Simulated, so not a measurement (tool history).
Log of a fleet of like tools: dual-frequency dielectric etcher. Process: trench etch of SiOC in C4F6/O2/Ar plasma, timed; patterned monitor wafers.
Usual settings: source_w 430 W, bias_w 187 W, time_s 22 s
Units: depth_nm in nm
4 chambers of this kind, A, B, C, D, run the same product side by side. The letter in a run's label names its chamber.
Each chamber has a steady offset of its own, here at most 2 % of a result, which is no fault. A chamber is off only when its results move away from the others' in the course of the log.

| run | day | source_w | bias_w | time_s | hours since the last wet clean | hours since the last source power generator calibration | hours since the last bias power generator calibration | read-back reference wafer on the same gauge, depth_nm | depth_nm |
|---|---|---|---|---|---|---|---|---|---|
| 1D | 0.196 | 430 | 187 | 22 | 550.4 | 1292.1 | 2103.2 | 56.352 | 48.046 |
| 2A | 0.404 | 430 | 187 | 22 | 115 | 259 | 768.5 | 56.357 | 47.226 |
| 3B | 0.588 | 430 | 187 | 22 | 478.8 | 861.6 | 1341.6 | 56.34 | 47.503 |
|  | 0.771 | chamber D: wet clean of the chamber |
| 4C | 0.954 | 430 | 187 | 22 | 485 | 1484.5 | 295.8 | 56.376 | 47.543 |
| 5B | 1.325 | 430 | 187 | 22 | 496.5 | 879.3 | 1359.3 | 56.282 | 47.334 |
| 6A | 1.504 | 430 | 187 | 22 | 141.4 | 285.4 | 794.9 | 56.314 | 47.262 |
| 7D | 1.817 | 430 | 187 | 22 | 25.1 | 1331 | 2142.1 | 56.257 | 48.181 |
|  | 2.15 | chamber C: wet clean of the chamber |
| 8C | 2.2 | 430 | 187 | 22 | 1.2 | 1514.4 | 325.7 | 56.304 | 48.107 |
| 9D | 2.571 | 430 | 187 | 22 | 43.2 | 1349.1 | 2160.2 | 56.296 | 48.289 |
| 10C | 2.912 | 430 | 187 | 22 | 18.3 | 1531.5 | 342.8 | 56.244 | 47.536 |
| 11B | 3.192 | 430 | 187 | 22 | 541.3 | 924.1 | 1404.1 | 56.295 | 47.449 |
| 12A | 3.371 | 430 | 187 | 22 | 186.2 | 330.2 | 839.7 | 56.299 | 47.29 |
|  | 3.592 | chamber B: wet clean of the chamber |
| 13B | 3.617 | 350 | 148 | 22 | 0.7 | 934.3 | 1414.3 | 56.302 | 38.742 |
| 14A | 3.925 | 350 | 148 | 22 | 199.5 | 343.5 | 853 | 56.308 | 40.647 |
| 15C | 4.258 | 350 | 148 | 22 | 50.6 | 1563.8 | 375.1 | 56.259 | 40.918 |
| 16D | 4.496 | 350 | 148 | 22 | 89.4 | 1395.3 | 2206.4 | 56.273 | 41.519 |
| 17A | 4.725 | 430 | 187 | 22 | 218.7 | 362.7 | 872.2 | 56.275 | 47.266 |
| 18D | 4.942 | 430 | 187 | 22 | 100.1 | 1406 | 2217.1 | 56.277 | 48.016 |
| 19C | 5.204 | 430 | 187 | 22 | 73.3 | 1586.5 | 397.8 | 56.295 | 47.717 |
| 20B | 5.538 | 430 | 187 | 22 | 46.8 | 980.4 | 1460.4 | 56.351 | 45.448 |
| 21A | 5.812 | 430 | 187 | 22 | 244.8 | 388.8 | 898.3 | 56.373 | 47.444 |
| 22C | 6.067 | 430 | 187 | 22 | 94 | 1607.2 | 418.5 | 56.273 | 47.845 |
| 23D | 6.275 | 430 | 187 | 22 | 132.1 | 1438 | 2249.1 | 56.358 | 48.413 |
| 24B | 6.525 | 430 | 187 | 22 | 70.5 | 1004.1 | 1484.1 | 56.342 | 45.102 |

What goes on in this fleet: one chamber off, a drifting gauge, or nothing beyond the chambers' own small offsets? Name the chamber and the cause, if any.

A service left chamber B off against the others.
Cause: etch rate under this chamber's usual, % = 4.93.

Here are 4 candidates for chamber B's next run, each the usual settings with a change, their results left as question marks. Which one brings its results back in line with what the others give on the usual settings?
In line means no further than this from the other chambers' mean on the usual settings: depth_nm 0.7 nm
| 25B-1 | 6.8 | 430 | 185 | 21 |  |  |  |  | ? |
| 25B-2 | 6.8 | 430 | 188 | 22.5 |  |  |  |  | ? |
| 25B-3 | 6.8 | 430 | 219 | 22 |  |  |  |  | ? |
| 25B-4 | 6.8 | 430 | 186 | 21.5 |  |  |  |  | ? |

The other chambers' mean on the usual settings: depth_nm 47.705 nm
| run | depth_nm |
|---|---|
| 25B-1 | 43.05 |
| 25B-2 | 46.358 |
| 25B-3 | 47.594 |
| 25B-4 | 44.15 |
25B-3 brings the chamber back in line.
